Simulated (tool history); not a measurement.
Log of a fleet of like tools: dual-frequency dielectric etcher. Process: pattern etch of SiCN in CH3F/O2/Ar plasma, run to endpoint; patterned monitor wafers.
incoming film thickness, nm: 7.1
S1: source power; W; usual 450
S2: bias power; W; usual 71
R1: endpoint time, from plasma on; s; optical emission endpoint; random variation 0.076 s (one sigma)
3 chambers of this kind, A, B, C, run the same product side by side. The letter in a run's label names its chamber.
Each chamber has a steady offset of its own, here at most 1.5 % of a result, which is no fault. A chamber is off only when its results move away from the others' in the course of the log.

| run | hour | S1 | S2 | R1 |
|---|---|---|---|---|
| 1C | 9.9 | 450 | 71 | 18.055 |
| 2B | 18.9 | 450 | 71 | 18.309 |
| 3A | 29.5 | 450 | 71 | 18.23 |
| 4C | 42.8 | 450 | 71 | 18.046 |
| 5B | 53.7 | 450 | 71 | 18.32 |
| 6A | 63.4 | 450 | 71 | 18.304 |
| 7C | 70.2 | 450 | 71 | 18.165 |
| 8B | 80.8 | 450 | 71 | 18.476 |
| 9A | 89.8 | 450 | 71 | 18.305 |
| 10A | 99.8 | 450 | 71 | 18.284 |
| 11B | 109.9 | 450 | 71 | 18.334 |
| 12C | 123.9 | 450 | 71 | 18.045 |
| 13A | 135.4 | 450 | 71 | 18.166 |
| 14C | 149 | 450 | 71 | 17.981 |
| 15B | 156.4 | 480 | 54 | 19.825 |
| 16B | 163.8 | 480 | 54 | 19.833 |
| 17C | 176.2 | 480 | 54 | 19.446 |
| 18A | 186.8 | 450 | 71 | 18.083 |
| 19A | 200.7 | 560 | 63 | 17.418 |
| 20B | 212.9 | 560 | 63 | 17.636 |
| 21C | 224.5 | 560 | 63 | 17.374 |
| 22C | 231.2 | 450 | 71 | 18.13 |
| 23A | 239.5 | 450 | 71 | 18.165 |
| 24B | 247.3 | 450 | 71 | 18.461 |
| 25A | 260 | 450 | 71 | 18.239 |
| 26B | 271.8 | 450 | 71 | 18.524 |
| 27C | 280.3 | 450 | 71 | 18.101 |
| 28A | 294.5 | 450 | 71 | 18.159 |
|  | 295.6 | chamber C: wet clean of the chamber |
| 29B | 309.7 | 450 | 71 | 18.508 |
| 30C | 317.1 | 450 | 71 | 17.958 |
| 31C | 326.1 | 450 | 71 | 18.056 |
| 32B | 334.8 | 450 | 71 | 18.463 |
| 33A | 349.9 | 450 | 71 | 18.188 |
| 34B | 364.2 | 450 | 71 | 18.392 |

Next, every chamber runs the same settings. What will each give?
| 35A | 375.2 | 380 | 71 | ? |
| 35B | 375.2 | 380 | 71 | ? |
| 35C | 375.2 | 380 | 71 | ? |

| run | R1 |
|---|---|
| 35A | 19.413 |
| 35B | 19.485 |
| 35C | 19.375 |
